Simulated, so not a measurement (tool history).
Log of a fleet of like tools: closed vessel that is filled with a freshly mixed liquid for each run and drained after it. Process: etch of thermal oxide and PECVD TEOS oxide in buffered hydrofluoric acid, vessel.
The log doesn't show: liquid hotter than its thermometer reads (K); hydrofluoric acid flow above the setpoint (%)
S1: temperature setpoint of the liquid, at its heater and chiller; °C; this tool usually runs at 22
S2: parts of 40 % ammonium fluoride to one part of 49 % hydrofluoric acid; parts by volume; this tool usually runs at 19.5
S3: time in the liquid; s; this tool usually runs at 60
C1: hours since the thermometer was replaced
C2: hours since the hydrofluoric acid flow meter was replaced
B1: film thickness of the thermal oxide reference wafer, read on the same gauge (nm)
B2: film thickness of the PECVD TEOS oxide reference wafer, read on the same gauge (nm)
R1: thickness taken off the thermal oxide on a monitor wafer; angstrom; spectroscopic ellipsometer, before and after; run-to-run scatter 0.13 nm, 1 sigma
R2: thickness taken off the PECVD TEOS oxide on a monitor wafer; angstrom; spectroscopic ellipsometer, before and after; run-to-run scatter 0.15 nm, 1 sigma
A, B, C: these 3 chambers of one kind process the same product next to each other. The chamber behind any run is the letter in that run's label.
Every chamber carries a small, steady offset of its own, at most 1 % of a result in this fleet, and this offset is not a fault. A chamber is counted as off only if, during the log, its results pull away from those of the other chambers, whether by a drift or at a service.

run	hour	S1	S2	S3	C1	C2	B1	B2	R1	R2
1B	14.3	22	19.5	60	1426.9	112.8	89.994	120	334.42	468.25
2A	24.2	22	19.5	60	677.8	587.1	90.007	119.96	334.51	467.86
3C	38.6	22	19.5	60	354.1	243	89.977	120.01	334.1	467.44
4A	46.7	22	19.5	60	700.3	609.6	89.971	120	335.94	467.5
5B	56	22	16.5	35	1468.6	154.5	89.988	120.02	228.1	320.39
6C	70.1	22	16.5	35	385.6	274.5	89.969	119.99	229.05	318.98
# hour 75.8: chamber B: thermometer replaced
7A	81.3	22	16.5	35	734.9	644.2	90.037	120.02	228.96	322.25
# hour 87.5: chamber A: thermometer replaced
8C	87.9	22	19.5	60	403.4	292.3	90.003	119.99	333.8	468.2
9B	99.6	22	19.5	60	23.9	198.1	90.017	120.02	333.07	467.14
10C	114	22	19.5	80	429.5	318.4	90.033	120.01	444.88	624.08
11B	124.5	22	19.5	80	48.8	223	89.992	120.02	440.99	621.91
12A	134.9	22	19.5	80	47.5	697.8	89.998	120.03	446.41	623.26
13A	142.7	18.5	16.5	60	55.3	705.6	90.003	119.98	322.11	451.4
14B	151.5	18.5	16.5	60	75.8	250	90.001	119.98	322.12	452.44
15C	159.1	18.5	16.5	60	474.6	363.5	90.001	120	321.7	449.42
16A	166.2	22	19.5	60	78.8	729.1	90.004	119.97	333.98	468.28
17B	178.5	22	19.5	60	102.8	277	90.015	119.98	332.03	466.65
18C	188.1	25.5	22	60	503.6	392.5	90.036	120.04	371.53	518.29
19B	201.8	25.5	22	60	126.1	300.3	90.009	120.05	368.61	513.64
20C	212.7	25.5	22	60	528.2	417.1	89.973	120.01	369.3	518.08
21A	223.5	22	19.5	60	136.1	786.4	89.971	120.02	332.02	468.07
22A	234.8	22	13.5	60	147.4	797.7	90.013	120.01	475.42	664.62
23C	241.5	22	13.5	60	557	445.9	89.994	119.98	478.03	666.97
24B	248.4	22	13.5	60	172.7	346.9	89.99	120.05	475.3	667.96
25A	256	22	19.5	60	168.6	818.9	89.982	119.97	333.23	468.3
26B	269.9	22	19.5	60	194.2	368.4	90.008	120	332.34	465.9
27C	280.4	22	19.5	60	595.9	484.8	89.991	120.02	334.72	466.3
28B	289.1	22	19.5	60	213.4	387.6	89.971	120	332.56	466.22
29C	298.8	22	19.5	60	614.3	503.2	89.989	119.99	334.57	466.02
30A	309.5	22	19.5	60	222.1	872.4	89.95	119.99	334.96	466.97
31C	320.1	22	19.5	60	635.6	524.5	90.009	120	336.26	464.92
32B	330.3	22	19.5	60	254.6	428.8	90.018	119.99	331.62	465.98
33A	337.4	22	19.5	60	250	900.3	89.992	119.97	333.13	467.93

What goes on in this fleet: one chamber off, a drifting gauge, or nothing beyond the chambers' own small offsets? Name the chamber and the cause, if any.

The fleet is healthy, with each chamber sitting at its usual small offset and no drift in the gauge.

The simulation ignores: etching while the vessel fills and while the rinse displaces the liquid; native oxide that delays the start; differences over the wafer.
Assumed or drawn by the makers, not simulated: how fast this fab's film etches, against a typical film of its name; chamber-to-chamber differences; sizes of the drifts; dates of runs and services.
